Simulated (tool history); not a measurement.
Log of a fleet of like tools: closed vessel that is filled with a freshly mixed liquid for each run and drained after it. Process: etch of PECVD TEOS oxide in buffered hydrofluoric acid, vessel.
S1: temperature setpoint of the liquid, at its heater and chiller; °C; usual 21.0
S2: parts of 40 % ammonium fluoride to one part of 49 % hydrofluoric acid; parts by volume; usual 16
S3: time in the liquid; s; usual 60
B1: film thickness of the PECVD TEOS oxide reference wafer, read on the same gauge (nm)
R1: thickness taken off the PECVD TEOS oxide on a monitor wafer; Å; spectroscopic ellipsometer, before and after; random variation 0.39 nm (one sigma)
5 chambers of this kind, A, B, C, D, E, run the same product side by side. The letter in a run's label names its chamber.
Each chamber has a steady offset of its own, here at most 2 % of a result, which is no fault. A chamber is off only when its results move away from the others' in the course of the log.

Run 1B, day 0.358: usual settings; B1 90.029. Result: R1 474.45 Å.
Run 2D, day 0.758: usual settings; B1 90.018. Result: R1 474.38 Å.
Run 3E, day 0.933: usual settings; B1 89.998. Result: R1 466.58 Å.
Run 4C, day 1.217: usual settings; B1 90.000. Result: R1 462.09 Å.
Run 5A, day 1.450: usual settings; B1 89.975. Result: R1 483.47 Å.
Run 6B, day 1.762: usual settings but S3 90 s; B1 90.012. Result: R1 693.68 Å.
Run 7D, day 2.075: usual settings but S3 90 s; B1 90.017. Result: R1 710.19 Å.
Run 8C, day 2.250: usual settings but S3 90 s; B1 90.012. Result: R1 701.96 Å.
Run 9A, day 2.450: usual settings but S3 90 s; B1 89.996. Result: R1 720.53 Å.
Run 10E, day 2.779: usual settings but S3 90 s; B1 90.004. Result: R1 703.34 Å.
Run 11C, day 3.121: usual settings but S2 18 parts by volume; B1 89.985. Result: R1 417.78 Å.
Run 12E, day 3.400: usual settings but S2 18 parts by volume; B1 89.978. Result: R1 418.20 Å.
At day 3.554: chamber C: thermometer replaced.
At day 3.708: chamber D: hydrofluoric acid flow meter replaced.
Run 13B, day 3.708: usual settings but S2 18 parts by volume; B1 90.022. Result: R1 414.37 Å.
Run 14D, day 3.992: usual settings but S2 18 parts by volume; B1 89.998. Result: R1 424.50 Å.
Run 15A, day 4.388: usual settings but S2 18 parts by volume; B1 90.001. Result: R1 425.96 Å.
Run 16A, day 4.592: usual settings but S1 25.0 °C, S3 85 s; B1 89.996. Result: R1 852.36 Å.
Run 17E, day 4.967: usual settings but S1 25.0 °C, S3 85 s; B1 89.999. Result: R1 834.64 Å.
Run 18C, day 5.188: usual settings but S1 25.0 °C, S3 85 s; B1 90.016. Result: R1 821.51 Å.
Run 19B, day 5.600: usual settings but S1 25.0 °C, S3 85 s; B1 90.005. Result: R1 815.69 Å.
Run 20D, day 5.875: usual settings but S1 25.0 °C, S3 85 s; B1 90.003. Result: R1 834.75 Å.
Run 21A, day 6.054: usual settings; B1 89.985. Result: R1 475.71 Å.
Run 22D, day 6.462: usual settings; B1 90.003. Result: R1 473.10 Å.
Run 23E, day 6.696: usual settings; B1 89.990. Result: R1 476.18 Å.
Run 24B, day 6.946: usual settings; B1 89.990. Result: R1 451.23 Å.
Run 25C, day 7.221: usual settings; B1 89.988. Result: R1 467.60 Å.
Run 26A, day 7.417: usual settings; B1 89.989. Result: R1 469.96 Å.
Run 27B, day 7.725: usual settings; B1 90.007. Result: R1 455.67 Å.
Run 28D, day 8.012: usual settings but S1 23.5 °C, S2 13 parts by volume; B1 89.994. Result: R1 666.39 Å.
Run 29C, day 8.204: usual settings but S1 23.5 °C, S2 13 parts by volume; B1 90.004. Result: R1 662.16 Å.
Run 30E, day 8.404: usual settings but S1 23.5 °C, S2 13 parts by volume; B1 89.989. Result: R1 654.70 Å.
Run 31B, day 8.779: usual settings but S1 23.5 °C, S2 13 parts by volume; B1 90.005. Result: R1 639.90 Å.
Run 32D, day 9.129: usual settings but S1 23.5 °C, S2 13 parts by volume; B1 90.009. Result: R1 656.42 Å.
Run 33A, day 9.529: usual settings but S1 25.5 °C; B1 90.008. Result: R1 606.48 Å.
Run 34C, day 9.808: usual settings but S1 25.5 °C; B1 89.998. Result: R1 588.77 Å.
Run 35E, day 10.167: usual settings but S1 25.5 °C; B1 89.984. Result: R1 593.26 Å.
Run 36E, day 10.350: usual settings but S1 25.5 °C; B1 89.970. Result: R1 593.91 Å.
Run 37D, day 10.646: usual settings but S1 25.5 °C; B1 90.001. Result: R1 607.93 Å.
Run 38A, day 10.933: usual settings; B1 90.002. Result: R1 481.83 Å.
Run 39C, day 11.329: usual settings; B1 89.993. Result: R1 467.32 Å.
Run 40B, day 11.708: usual settings; B1 89.988. Result: R1 448.43 Å.

Next, every chamber runs the same settings. What will each give?
Run 41A, day 12.004: usual settings. Result: R1 ?.
Run 41B, day 12.004: usual settings. Result: R1 ?.
Run 41C, day 12.004: usual settings. Result: R1 ?.
Run 41D, day 12.004: usual settings. Result: R1 ?.
Run 41E, day 12.004: usual settings. Result: R1 ?.

run      R1
41A  486.22
41B  450.14
41C  472.84
41D  466.89
41E  473.26

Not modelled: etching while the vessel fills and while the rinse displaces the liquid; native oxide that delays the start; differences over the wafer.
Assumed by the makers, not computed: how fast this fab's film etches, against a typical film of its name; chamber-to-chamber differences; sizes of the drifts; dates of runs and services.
